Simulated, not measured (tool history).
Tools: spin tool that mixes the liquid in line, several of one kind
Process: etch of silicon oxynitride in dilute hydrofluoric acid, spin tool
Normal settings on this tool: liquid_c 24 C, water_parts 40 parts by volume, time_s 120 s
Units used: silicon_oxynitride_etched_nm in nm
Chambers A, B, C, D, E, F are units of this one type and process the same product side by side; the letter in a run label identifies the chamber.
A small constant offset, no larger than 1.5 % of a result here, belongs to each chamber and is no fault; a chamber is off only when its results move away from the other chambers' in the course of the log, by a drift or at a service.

run	hour	liquid_c	water_parts	time_s	read-back film thickness of the silicon oxynitride reference wafer, read on the same gauge (nm)	silicon_oxynitride_etched_nm
1A	7.9	24	40	120	139.99	11.499
# hour 12.5: chamber B: thermometer replaced
2E	14.2	24	40	120	140.02	11.564
3B	20.8	24	40	120	139.99	11.352
4D	26.5	24	40	120	140.01	11.421
5F	34.1	24	30	75	139.97	9.6126
6C	38.3	24	30	75	139.98	9.8166
7A	46.5	24	30	75	140	9.7413
8C	53.1	24	30	75	139.98	9.8337
9E	58.6	24	30	75	139.98	9.7513
10F	64.6	24	30	75	140.02	9.732
11B	69.1	24	40	120	140.01	11.573
12D	75.5	24	40	120	140.03	11.571
13F	84.1	24	40	120	140.01	11.448
14A	89.9	24	40	120	140.01	11.685
15B	98.3	24	40	120	139.98	11.377
16E	106.8	24	40	120	140.03	11.63
17D	110.7	24	40	120	140.02	11.399
18C	116.8	24	40	120	139.99	11.765
19D	122	24	40	120	140.01	11.514
20B	128.2	24	40	120	139.99	11.365
21A	134.8	24	40	120	140.01	11.796
22E	141.3	24	40	120	140.01	11.467
23F	148.9	24	40	120	140.01	11.368
24C	157	24	40	120	140.04	11.651
25A	162.1	24	40	120	140.01	12.035
26C	169.6	24	40	120	140	11.591
27D	173.5	24	40	120	140	11.422
28B	178.1	24	40	120	139.99	11.39
29E	185.8	24	40	120	140.01	11.638
30F	193.7	24	40	120	139.98	11.573
31C	201.3	24	40	60	140.01	5.8611
32B	206.7	24	40	60	140	5.7915
33A	212.6	24	40	60	140	6.1965
# hour 216.7: chamber D: hydrofluoric acid flow meter replaced
34F	218.2	24	40	60	139.99	5.6303
35D	223.2	24	40	60	139.98	5.7194
36E	229.6	24	40	60	139.96	5.8295
37A	233.4	24	40	120	140.02	12.641
38B	240.2	26	60	120	140	8.3924
39C	247	26	60	120	140.03	8.4919
40F	255.3	26	60	120	139.99	8.2666
41D	263.2	26	60	120	140.02	8.3068
42E	267.7	26	60	120	140.01	8.305
43F	275.4	26	60	120	140.01	8.3332

Next, every chamber runs the same settings. What will each give?
44A	281.6	24	50	120		?
44B	281.6	24	50	120		?
44C	281.6	24	50	120		?
44D	281.6	24	50	120		?
44E	281.6	24	50	120		?
44F	281.6	24	50	120		?

run	silicon_oxynitride_etched_nm
44A	10.262
44B	9.1474
44C	9.3282
44D	9.1748
44E	9.2778
44F	9.0701

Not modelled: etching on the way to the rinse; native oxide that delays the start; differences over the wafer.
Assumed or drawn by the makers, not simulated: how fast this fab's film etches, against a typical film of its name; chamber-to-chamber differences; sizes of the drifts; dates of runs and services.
